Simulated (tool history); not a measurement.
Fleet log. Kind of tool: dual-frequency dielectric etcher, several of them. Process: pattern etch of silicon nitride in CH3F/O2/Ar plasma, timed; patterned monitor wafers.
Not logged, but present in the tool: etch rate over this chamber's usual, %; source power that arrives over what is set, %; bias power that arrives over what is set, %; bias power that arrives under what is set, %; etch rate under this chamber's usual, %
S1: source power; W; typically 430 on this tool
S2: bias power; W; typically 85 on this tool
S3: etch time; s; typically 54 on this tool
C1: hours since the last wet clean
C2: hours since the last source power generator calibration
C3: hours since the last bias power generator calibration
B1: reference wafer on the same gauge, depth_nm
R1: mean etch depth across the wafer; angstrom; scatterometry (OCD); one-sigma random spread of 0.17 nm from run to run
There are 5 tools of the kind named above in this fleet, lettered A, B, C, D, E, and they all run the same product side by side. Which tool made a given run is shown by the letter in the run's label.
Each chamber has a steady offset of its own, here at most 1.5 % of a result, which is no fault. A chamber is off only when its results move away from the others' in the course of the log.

run   hour   S1  S2  S3     C1      C2      C3      B1      R1
 1B    5.1  430  85  54  119.2   557.8  2905.0  47.570  406.60
 2E   11.2  430  85  54  218.7  1214.7   411.3  47.515  409.11
 3D   16.0  430  85  54  236.1  1793.1   189.3  47.476  410.13
 4C   21.4  430  85  54  475.4  2381.5    78.0  47.451  410.73
 5A   24.3  430  85  54  163.0   573.7   396.2  47.483  413.34
 6D   30.6  430  85  54  250.7  1807.7   203.9  47.496  409.94
 7C   34.8  430  85  54  488.8  2394.9    91.4  47.531  407.61
 8B   37.9  430  85  54  152.0   590.6  2937.8  47.437  407.38
 9A   42.4  430  85  54  181.1   591.8   414.3  47.465  416.35
10E   45.4  370  85  54  252.9  1248.9   445.5  47.505  385.11
11B   49.8  370  85  54  163.9   602.5  2949.7  47.524  383.24
12E   54.1  370  85  54  261.6  1257.6   454.2  47.505  388.89
13C   59.9  370  85  54  513.9  2420.0   116.5  47.472  387.92
14A   65.4  370  85  54  204.1   614.8   437.3  47.490  387.11
15D   71.4  380  96  54  291.5  1848.5   244.7  47.501  407.36
16C   77.7  380  96  54  531.7  2437.8   134.3  47.492  412.62
17B   83.6  380  96  54  197.7   636.3  2983.5  47.543  406.13
18A   88.4  380  96  54  227.1   637.8   460.3  47.562  413.06
19D   91.7  380  96  54  311.8  1868.8   265.0  47.483  405.19
      96.6  -- chamber C: wet clean of the chamber
20E   97.3  430  85  54  304.8  1300.8   497.4  47.503  411.10
21A  101.8  430  85  54  240.5   651.2   473.7  47.470  415.46
22E  106.9  430  85  54  314.4  1310.4   507.0  47.524  411.35
23B  110.6  430  85  54  224.7   663.3  3010.5  47.482  407.84
24C  115.2  530  85  40   18.6  2475.3   171.8  47.482  328.51
25D  118.4  530  85  40  338.5  1895.5   291.7  47.475  324.46
26D  124.7  530  85  40  344.8  1901.8   298.0  47.513  322.71
27C  128.6  530  85  40   32.0  2488.7   185.2  47.514  329.10
28A  133.2  530  85  40  271.9   682.6   505.1  47.518  333.66
29E  138.7  430  85  54  346.2  1342.2   538.8  47.479  408.85
30B  143.9  430  85  54  258.0   696.6  3043.8  47.510  409.99
31D  149.7  430  85  54  369.8  1926.8   323.0  47.487  399.50
32C  155.5  500  85  54   58.9  2515.6   212.1  47.504  436.01
33A  159.2  500  85  54  297.9   708.6   531.1  47.500  437.59
34E  165.4  500  85  54  372.9  1368.9   565.5  47.470  434.45
35B  169.4  500  85  54  283.5   722.1  3069.3  47.508  433.12
36E  174.4  500  85  54  381.9  1377.9   574.5  47.506  433.76
37B  178.7  370  98  54  292.8   731.4  3078.6  47.454  402.50
38A  183.4  370  98  54  322.1   732.8   555.3  47.490  413.22
39C  189.6  370  98  54   93.0  2549.7   246.2  47.426  408.82
40D  193.4  370  98  54  413.5  1970.5   366.7  47.493  396.88
41A  199.9  370  98  54  338.6   749.3   571.8  47.577  413.43
42C  206.1  430  85  54  109.5  2566.2   262.7  47.468  406.98

Is one chamber off against the others, does the gauge drift, or is nothing wrong? If a chamber is off, say which, and what the likeliest cause is.

Little by little, chamber D moves away from the other chambers.
What lies behind it: etch rate under this chamber's usual, % = 3.52.

Chamber D could run next with any of the 4 candidate recipes listed below; each alters the usual settings, and their results appear as question marks. Which one brings its results back in line with what the other chambers deliver on the usual settings?
Allowed miss from the other chambers' usual-settings mean, per result, to count as in line: R1 6.00 angstrom
43D-1  210.8  430  87  54.0                   ?
43D-2  210.8  430  83  54.0                   ?
43D-3  210.8  430  86  55.5                   ?
43D-4  210.8  430  76  54.0                   ?

What the other chambers average on the usual settings: R1 410.70 angstrom
  run      R1
43D-1  399.19
43D-2  392.71
43D-3  408.63
43D-4  381.02
The right change is 43D-3: it brings the chamber back within the allowed miss of the others.
